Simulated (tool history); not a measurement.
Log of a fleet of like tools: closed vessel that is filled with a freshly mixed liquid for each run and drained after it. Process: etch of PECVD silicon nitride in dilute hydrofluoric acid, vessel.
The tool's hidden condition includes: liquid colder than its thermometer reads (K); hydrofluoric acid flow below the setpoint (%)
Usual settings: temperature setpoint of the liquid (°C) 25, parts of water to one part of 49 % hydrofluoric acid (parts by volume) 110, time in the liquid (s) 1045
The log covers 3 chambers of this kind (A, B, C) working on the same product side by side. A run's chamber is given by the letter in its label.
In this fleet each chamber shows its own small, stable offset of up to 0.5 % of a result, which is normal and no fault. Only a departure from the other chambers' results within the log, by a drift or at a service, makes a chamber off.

run,day,temperature setpoint of the liquid (°C),parts of water to one part of 49 % hydrofluoric acid (parts by volume),time in the liquid (s),hours since the thermometer was replaced,hours since the hydrofluoric acid flow meter was replaced,"read-back film thickness of the PECVD silicon nitride reference wafer, read on the same gauge (nm)",thickness taken off the PECVD silicon nitride on a monitor wafer (angstrom)
1B,0.108,25,110,1045,52.1,1475.9,49.987,285.92
2C,0.258,25,110,1045,254.6,864.2,50.003,288.51
3A,0.375,25,110,1045,966.2,687.1,49.987,290.23
4A,0.508,25,110,1045,969.4,690.3,49.986,289.44
5B,0.65,25,110,1045,65.1,1488.9,49.973,287.88
6C,0.746,20.5,90,1045,266.3,875.9,50.02,258.52
# day 0.779: chamber A: hydrofluoric acid flow meter replaced
7B,0.838,20.5,90,1045,69.6,1493.4,49.983,257.2
8A,0.983,20.5,90,1045,980.8,4.9,49.994,257.32
9C,1.075,22,110,1520,274.2,883.8,49.974,341.54
10C,1.179,22,110,1520,276.7,886.3,50.019,343.33
11B,1.296,22,110,1520,80.6,1504.4,50.015,343.46
12A,1.462,25,110,1045,992.3,16.4,50.009,285.28
13C,1.604,25,110,1045,286.9,896.5,49.96,290.51
14B,1.796,25,110,1045,92.6,1516.4,50.034,288.8
15A,1.983,25,110,1045,1004.8,28.9,50.003,285.29
16A,2.154,25,110,1045,1008.9,33,50.019,287.27
17B,2.333,25,110,1045,105.5,1529.3,50.015,285.26
18C,2.517,22.5,110,1045,308.8,918.4,50.016,246.21
19A,2.65,22.5,110,1045,1020.8,44.9,50.01,244.17
20C,2.75,22.5,110,1045,314.4,924,50,242.59
21B,2.929,25,110,1045,119.8,1543.6,49.987,285.64
22A,3.1,25,110,1045,1031.6,55.7,50.005,286.97
23C,3.304,25,110,1045,327.7,937.3,49.99,288.65
24B,3.467,25,110,1045,132.7,1556.5,50.009,278.95
25B,3.567,25,110,1045,135.1,1558.9,50.03,278.51
26A,3.733,25,110,1045,1046.8,70.9,49.988,288.74
27C,3.846,25,110,1045,340.7,950.3,50.006,290.73
28C,4.033,25,110,1045,345.2,954.8,49.983,288.16
29B,4.229,25,110,1045,151,1574.8,50.011,275.41
30A,4.362,25,110,1045,1061.9,86,50.024,287.53
31A,4.567,25,110,1045,1066.8,90.9,49.988,289.18
32C,4.667,25,110,1045,360.4,970,50.014,288.33
33B,4.867,25,110,1045,166.3,1590.1,50.018,271.64
34B,5.05,25,110,1045,170.7,1594.5,50.02,267.99
35A,5.212,21,85,1045,1082.3,106.4,49.983,280.67
36C,5.358,21,85,1045,377,986.6,49.986,284.13
37B,5.5,21,85,1045,181.5,1605.3,50.003,264.79
38A,5.608,25,110,1045,1091.8,115.9,49.995,287.25
39C,5.742,25,110,1045,386.2,995.8,50.008,289.54

What goes on in this fleet: one chamber off, a drifting gauge, or nothing beyond the chambers' own small offsets? Name the chamber and the cause, if any.

Chamber B drifts away from the others.
Most likely cause: hydrofluoric acid flow below the setpoint (%) = 8.28.
Not necessarily distinguishable in this log from: liquid colder than its thermometer reads (K).

Which of the 4 candidates below, each the usual settings with something changed and its results left as question marks, puts chamber B back in line with what the other chambers give on the usual settings?
In-line tolerance around the mean of the other chambers on the usual settings: thickness taken off the PECVD silicon nitride on a monitor wafer (angstrom) 6.6
40B-1,5.888,25,115,1045,,,,?
40B-2,5.888,25,105,1090,,,,?
40B-3,5.888,25,115,1000,,,,?
40B-4,5.888,25,105,1045,,,,?

Other chambers, usual settings, mean: thickness taken off the PECVD silicon nitride on a monitor wafer (angstrom) 287.97
run,thickness taken off the PECVD silicon nitride on a monitor wafer (angstrom)
40B-1,252.39
40B-2,287.82
40B-3,241.52
40B-4,275.94
40B-2 puts the chamber back in line with the other chambers.
